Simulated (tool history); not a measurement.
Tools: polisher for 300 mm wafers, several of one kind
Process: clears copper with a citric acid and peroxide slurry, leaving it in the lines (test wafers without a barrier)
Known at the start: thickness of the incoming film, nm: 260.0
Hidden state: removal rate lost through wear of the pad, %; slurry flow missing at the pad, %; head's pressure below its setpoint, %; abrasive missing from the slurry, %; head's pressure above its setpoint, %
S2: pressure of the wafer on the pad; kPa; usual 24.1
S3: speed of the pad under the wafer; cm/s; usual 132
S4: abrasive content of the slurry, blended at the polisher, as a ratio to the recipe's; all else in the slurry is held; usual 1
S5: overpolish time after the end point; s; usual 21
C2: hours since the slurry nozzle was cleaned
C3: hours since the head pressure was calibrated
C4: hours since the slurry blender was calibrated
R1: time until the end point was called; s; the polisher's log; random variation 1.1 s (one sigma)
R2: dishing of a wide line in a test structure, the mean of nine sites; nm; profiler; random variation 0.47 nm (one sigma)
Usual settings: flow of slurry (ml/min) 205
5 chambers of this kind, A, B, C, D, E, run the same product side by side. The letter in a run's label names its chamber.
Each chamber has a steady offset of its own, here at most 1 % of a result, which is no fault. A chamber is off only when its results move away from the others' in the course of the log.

-- hour=9.4 chamber E: slurry nozzle cleaned
-- hour=9.7 chamber C: head pressure recalibrated
run 1C hour=9.9 | flow_of_slurry_(ml/min)=205 S2=24.1 S3=132 S4=1 S5=21 | wafers_polished_on_this_pad=250 C2=224.8 C3=0.2 C4=311.2 | R1=85.96 R2=42.038
run 2B hour=16.2 | flow_of_slurry_(ml/min)=205 S2=24.1 S3=132 S4=1 S5=21 | wafers_polished_on_this_pad=561 C2=470.2 C3=83.8 C4=117.6 | R1=85.522 R2=42.254
-- hour=24.4 chamber E: worn pad replaced by a new one
run 3A hour=26.2 | flow_of_slurry_(ml/min)=205 S2=24.1 S3=132 S4=1 S5=21 | wafers_polished_on_this_pad=1422 C2=478.8 C3=86.6 C4=79.1 | R1=86.07 R2=42.54
-- hour=27.2 chamber C: slurry blender recalibrated
-- hour=29.2 chamber A: worn pad replaced by a new one
run 4E hour=35.6 | flow_of_slurry_(ml/min)=205 S2=24.1 S3=132 S4=1 S5=21 | wafers_polished_on_this_pad=76 C2=26.3 C3=85.8 C4=72.2 | R1=83.769 R2=42.159
-- hour=37.3 chamber D: slurry blender recalibrated
run 5D hour=43.8 | flow_of_slurry_(ml/min)=205 S2=24.1 S3=132 S4=1 S5=21 | wafers_polished_on_this_pad=766 C2=84.9 C3=608.1 C4=6.6 | R1=85.174 R2=41.897
-- hour=50.5 chamber A: slurry blender recalibrated
-- hour=52.2 chamber B: worn pad replaced by a new one
run 6D hour=54.6 | flow_of_slurry_(ml/min)=205 S2=24.1 S3=110 S4=1 S5=21 | wafers_polished_on_this_pad=840 C2=95.7 C3=618.9 C4=17.4 | R1=103.38 R2=36.065
-- hour=58.4 chamber C: slurry nozzle cleaned
run 7C hour=62 | flow_of_slurry_(ml/min)=205 S2=24.1 S3=110 S4=1 S5=21 | wafers_polished_on_this_pad=605 C2=3.6 C3=52.3 C4=34.9 | R1=102.79 R2=36.197
run 8A hour=72.5 | flow_of_slurry_(ml/min)=205 S2=24.1 S3=110 S4=1 S5=21 | wafers_polished_on_this_pad=295 C2=525.1 C3=132.9 C4=22.1 | R1=99.509 R2=36.417
run 9E hour=85.6 | flow_of_slurry_(ml/min)=205 S2=24.1 S3=110 S4=1 S5=21 | wafers_polished_on_this_pad=417 C2=76.3 C3=135.8 C4=122.2 | R1=101.06 R2=36.515
-- hour=94.6 chamber D: worn pad replaced by a new one
run 10B hour=95.1 | flow_of_slurry_(ml/min)=205 S2=24.1 S3=110 S4=1 S5=21 | wafers_polished_on_this_pad=292 C2=549.1 C3=162.7 C4=196.5 | R1=101.03 R2=36.896
run 11D hour=103.7 | flow_of_slurry_(ml/min)=205 S2=24.1 S3=132 S4=1 S5=21 | wafers_polished_on_this_pad=62 C2=144.8 C3=668 C4=66.5 | R1=86.959 R2=42.268
run 12B hour=110 | flow_of_slurry_(ml/min)=205 S2=24.1 S3=132 S4=1 S5=21 | wafers_polished_on_this_pad=394 C2=564 C3=177.6 C4=211.4 | R1=84.859 R2=42.743
run 13E hour=120.2 | flow_of_slurry_(ml/min)=205 S2=24.1 S3=132 S4=1 S5=21 | wafers_polished_on_this_pad=653 C2=110.9 C3=170.4 C4=156.8 | R1=86.104 R2=41.789
-- hour=122.1 chamber A: slurry nozzle cleaned
run 14A hour=131.1 | flow_of_slurry_(ml/min)=205 S2=24.1 S3=132 S4=1 S5=21 | wafers_polished_on_this_pad=695 C2=9 C3=191.5 C4=80.7 | R1=85.204 R2=42.638
run 15C hour=143.1 | flow_of_slurry_(ml/min)=205 S2=24.1 S3=132 S4=1 S5=21 | wafers_polished_on_this_pad=1158 C2=84.7 C3=133.4 C4=116 | R1=85.424 R2=41.654
run 16C hour=156.3 | flow_of_slurry_(ml/min)=205 S2=24.1 S3=132 S4=1 S5=21 | wafers_polished_on_this_pad=1248 C2=97.9 C3=146.6 C4=129.2 | R1=84.934 R2=43.128
-- hour=160 chamber A: slurry blender recalibrated
run 17B hour=164.8 | flow_of_slurry_(ml/min)=205 S2=24.1 S3=132 S4=1 S5=21 | wafers_polished_on_this_pad=768 C2=618.8 C3=232.4 C4=266.2 | R1=83.281 R2=42.657
-- hour=172.3 chamber B: worn pad replaced by a new one
-- hour=174.4 chamber C: worn pad replaced by a new one
run 18E hour=179.3 | flow_of_slurry_(ml/min)=205 S2=24.1 S3=132 S4=0.85 S5=14 | wafers_polished_on_this_pad=1057 C2=170 C3=229.5 C4=215.9 | R1=88.079 R2=28.515
-- hour=192.3 chamber E: worn pad replaced by a new one
run 19D hour=192.5 | flow_of_slurry_(ml/min)=205 S2=24.1 S3=132 S4=0.85 S5=14 | wafers_polished_on_this_pad=668 C2=233.6 C3=756.8 C4=155.3 | R1=87.023 R2=28.749
run 20A hour=203.7 | flow_of_slurry_(ml/min)=205 S2=24.1 S3=132 S4=0.85 S5=14 | wafers_polished_on_this_pad=1190 C2=81.6 C3=264.1 C4=43.7 | R1=88.573 R2=28.95
run 21E hour=211.5 | flow_of_slurry_(ml/min)=205 S2=24.1 S3=132 S4=0.85 S5=14 | wafers_polished_on_this_pad=131 C2=202.2 C3=261.7 C4=248.1 | R1=89.601 R2=29.286
-- hour=221.4 chamber B: slurry blender recalibrated
run 22A hour=223.1 | flow_of_slurry_(ml/min)=205 S2=24.1 S3=132 S4=0.85 S5=14 | wafers_polished_on_this_pad=1322 C2=101 C3=283.5 C4=63.1 | R1=88.598 R2=29.171
run 23B hour=230.7 | flow_of_slurry_(ml/min)=205 S2=24.1 S3=132 S4=1 S5=26 | wafers_polished_on_this_pad=398 C2=684.7 C3=298.3 C4=9.4 | R1=86.172 R2=50.207
-- hour=235.3 chamber A: worn pad replaced by a new one
-- hour=241 chamber D: worn pad replaced by a new one
run 24D hour=243.7 | flow_of_slurry_(ml/min)=205 S2=24.1 S3=132 S4=1 S5=26 | wafers_polished_on_this_pad=18 C2=284.8 C3=808 C4=206.5 | R1=85.715 R2=50.019
run 25C hour=252.4 | flow_of_slurry_(ml/min)=205 S2=24.1 S3=132 S4=1 S5=26 | wafers_polished_on_this_pad=532 C2=194 C3=242.7 C4=225.3 | R1=86.247 R2=49.494
-- hour=260.1 chamber D: slurry nozzle cleaned
run 26D hour=260.1 | flow_of_slurry_(ml/min)=205 S2=24.1 S3=132 S4=1 S5=26 | wafers_polished_on_this_pad=130 C2=0 C3=824.4 C4=222.9 | R1=87.032 R2=50.184
-- hour=265.1 chamber A: slurry blender recalibrated
run 27B hour=266.7 | flow_of_slurry_(ml/min)=205 S2=24.1 S3=132 S4=1 S5=26 | wafers_polished_on_this_pad=644 C2=720.7 C3=334.3 C4=45.4 | R1=82.286 R2=51.635
run 28E hour=279 | flow_of_slurry_(ml/min)=205 S2=24.1 S3=132 S4=1 S5=21 | wafers_polished_on_this_pad=591 C2=269.7 C3=329.2 C4=315.6 | R1=84.513 R2=41.748
run 29C hour=287.1 | flow_of_slurry_(ml/min)=205 S2=24.1 S3=132 S4=1 S5=21 | wafers_polished_on_this_pad=769 C2=228.7 C3=277.4 C4=260 | R1=85.535 R2=41.266
-- hour=287.8 chamber B: worn pad replaced by a new one
run 30A hour=297.9 | flow_of_slurry_(ml/min)=205 S2=24.1 S3=132 S4=1 S5=21 | wafers_polished_on_this_pad=427 C2=175.8 C3=358.3 C4=32.9 | R1=87.178 R2=42.953
run 31C hour=306.1 | flow_of_slurry_(ml/min)=205 S2=24.1 S3=132 S4=1 S5=21 | wafers_polished_on_this_pad=898 C2=247.7 C3=296.4 C4=279 | R1=86.576 R2=42.658
-- hour=314.4 chamber D: slurry blender recalibrated
run 32B hour=315.8 | flow_of_slurry_(ml/min)=205 S2=24.1 S3=132 S4=1 S5=21 | wafers_polished_on_this_pad=191 C2=769.8 C3=383.4 C4=94.5 | R1=84.52 R2=41.676
run 33E hour=328 | flow_of_slurry_(ml/min)=205 S2=24.1 S3=132 S4=1 S5=21 | wafers_polished_on_this_pad=925 C2=318.7 C3=378.2 C4=364.6 | R1=85.758 R2=41.8
run 34D hour=342.3 | flow_of_slurry_(ml/min)=205 S2=24.1 S3=132 S4=1 S5=21 | wafers_polished_on_this_pad=691 C2=82.2 C3=906.6 C4=27.9 | R1=84.922 R2=41.046
-- hour=349.6 chamber C: slurry blender recalibrated
-- hour=354.7 chamber A: slurry blender recalibrated
run 35A hour=356.4 | flow_of_slurry_(ml/min)=205 S2=31 S3=132 S4=1 S5=26 | wafers_polished_on_this_pad=826 C2=234.3 C3=416.8 C4=1.7 | R1=66.522 R2=61.422
run 36B hour=369.6 | flow_of_slurry_(ml/min)=205 S2=31 S3=132 S4=1 S5=26 | wafers_polished_on_this_pad=558 C2=823.6 C3=437.2 C4=148.3 | R1=65.871 R2=62.841
-- hour=370.3 chamber C: slurry nozzle cleaned
-- hour=373 chamber E: worn pad replaced by a new one
run 37E hour=378.7 | flow_of_slurry_(ml/min)=205 S2=31 S3=132 S4=1 S5=26 | wafers_polished_on_this_pad=39 C2=369.4 C3=428.9 C4=415.3 | R1=66.246 R2=61.099
run 38C hour=389.3 | flow_of_slurry_(ml/min)=205 S2=31 S3=132 S4=1 S5=26 | wafers_polished_on_this_pad=1466 C2=19.1 C3=379.6 C4=39.7 | R1=66.76 R2=62.769
-- hour=398 chamber C: worn pad replaced by a new one
run 39D hour=398.6 | flow_of_slurry_(ml/min)=205 S2=31 S3=132 S4=1 S5=26 | wafers_polished_on_this_pad=1075 C2=138.5 C3=962.9 C4=84.2 | R1=67.266 R2=60.81
run 40A hour=412 | flow_of_slurry_(ml/min)=205 S2=24.1 S3=132 S4=1 S5=21 | wafers_polished_on_this_pad=1205 C2=289.9 C3=472.4 C4=57.3 | R1=85.413 R2=41.984
run 41C hour=421.2 | flow_of_slurry_(ml/min)=205 S2=24.1 S3=132 S4=1 S5=21 | wafers_polished_on_this_pad=158 C2=51 C3=411.5 C4=71.6 | R1=84.997 R2=41.545
-- hour=428.3 chamber E: slurry blender recalibrated
run 42E hour=429 | flow_of_slurry_(ml/min)=205 S2=24.1 S3=132 S4=1 S5=21 | wafers_polished_on_this_pad=382 C2=419.7 C3=479.2 C4=0.8 | R1=82.307 R2=42.027

Is one chamber off against the others, does the gauge drift, or is nothing wrong? If a chamber is off, say which, and what the likeliest cause is.

No chamber stands off beyond its own small offset, and the gauge holds steady.
